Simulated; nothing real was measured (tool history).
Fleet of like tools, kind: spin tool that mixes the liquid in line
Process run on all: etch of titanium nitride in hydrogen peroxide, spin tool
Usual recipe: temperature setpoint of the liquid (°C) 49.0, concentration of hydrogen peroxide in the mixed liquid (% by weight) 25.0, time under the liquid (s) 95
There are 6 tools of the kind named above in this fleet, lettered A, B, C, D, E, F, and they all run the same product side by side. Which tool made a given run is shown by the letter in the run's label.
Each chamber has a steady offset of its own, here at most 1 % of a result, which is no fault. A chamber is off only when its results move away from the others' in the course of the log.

run	hour	temperature setpoint of the liquid (°C)	concentration of hydrogen peroxide in the mixed liquid (% by weight)	time under the liquid (s)	read-back film thickness of the titanium nitride reference wafer, read on the same gauge (nm)	thickness taken off the titanium nitride on a monitor wafer (nm)
1B	13.2	49.0	25.0	95	149.99	7.7806
2D	20.5	49.0	25.0	95	150.01	7.7007
# hour 31.3: chamber E: new drum of peroxide connected
3E	33.6	49.0	25.0	95	150.00	7.7348
4F	42.9	49.0	25.0	95	149.99	7.7179
5A	50.4	49.0	25.0	95	149.98	7.7309
6C	64.3	49.0	25.0	95	149.98	7.7456
7E	75.1	49.0	25.0	95	149.98	7.6215
8A	83.3	49.0	25.0	95	150.03	7.6331
# hour 90.3: chamber B: new drum of peroxide connected
9C	94.5	49.0	25.0	95	150.03	7.7738
# hour 100.3: chamber D: new drum of peroxide connected
10D	104.5	49.0	25.0	95	149.99	7.6833
11B	113.6	49.0	25.0	95	149.98	7.7456
# hour 117.1: chamber A: thermometer replaced
# hour 120.8: chamber E: thermometer replaced
12F	126.1	49.0	25.0	95	150.00	7.6948
13E	132.8	49.0	25.0	95	149.98	7.7289
14A	140.9	49.0	25.0	95	149.98	7.6899
15D	149.3	49.0	25.0	95	150.00	7.8041
16F	163.1	49.0	25.0	95	150.01	7.6885
17C	170.1	49.0	20.0	135	150.00	10.3910
# hour 173.3: chamber F: thermometer replaced
# hour 176.5: chamber A: new drum of peroxide connected
18B	178.3	49.0	20.0	135	150.01	10.5500
19F	192.4	49.0	20.0	135	150.00	10.4200
# hour 194.6: chamber E: peroxide flow meter replaced
# hour 201.1: chamber C: new drum of peroxide connected
20E	201.4	49.0	20.0	135	150.00	10.4920
21B	214.2	49.0	20.0	135	150.00	10.6400
22C	228.4	49.0	20.0	135	150.00	10.4650
23D	238.3	49.0	25.0	95	150.00	7.5585
24A	252.8	49.0	25.0	95	150.02	7.7565
25B	266.5	49.0	25.0	95	150.01	7.6818
26A	278.9	49.0	30.0	95	149.99	8.0818
27C	288.7	49.0	30.0	95	149.98	8.0276
# hour 297.3: chamber A: heated supply line repaired
28D	301.4	49.0	30.0	95	150.02	7.8841
# hour 306.4: chamber B: thermometer replaced
29F	309.1	49.0	30.0	95	150.00	8.0630
30E	315.5	49.0	30.0	95	149.99	8.0551
31D	328.7	49.0	30.0	95	150.02	7.8770
# hour 337.8: chamber C: thermometer replaced
32F	340.1	49.0	25.0	95	150.03	7.7142
33E	353.8	49.0	25.0	95	149.98	7.6636
34B	365.1	53.5	29.5	95	150.00	11.0090
35C	376.6	53.5	29.5	95	150.00	10.8640
36A	389.2	53.5	29.5	95	149.99	10.9830
# hour 397.6: chamber B: peroxide flow meter replaced
37F	402.4	53.5	29.5	95	150.01	11.0640
38D	414.0	53.5	29.5	95	150.00	10.6500
39B	424.1	53.5	29.5	95	150.01	11.1250
40A	433.0	46.0	25.0	95	149.99	6.2495

Predict what each chamber gives when all 6 of them run the settings below next.
41A	443.5	49.0	25.0	95		?
41B	443.5	49.0	25.0	95		?
41C	443.5	49.0	25.0	95		?
41D	443.5	49.0	25.0	95		?
41E	443.5	49.0	25.0	95		?
41F	443.5	49.0	25.0	95		?

run	thickness taken off the titanium nitride on a monitor wafer (nm)
41A	7.6124
41B	7.6825
41C	7.6953
41D	7.3379
41E	7.6976
41F	7.6988

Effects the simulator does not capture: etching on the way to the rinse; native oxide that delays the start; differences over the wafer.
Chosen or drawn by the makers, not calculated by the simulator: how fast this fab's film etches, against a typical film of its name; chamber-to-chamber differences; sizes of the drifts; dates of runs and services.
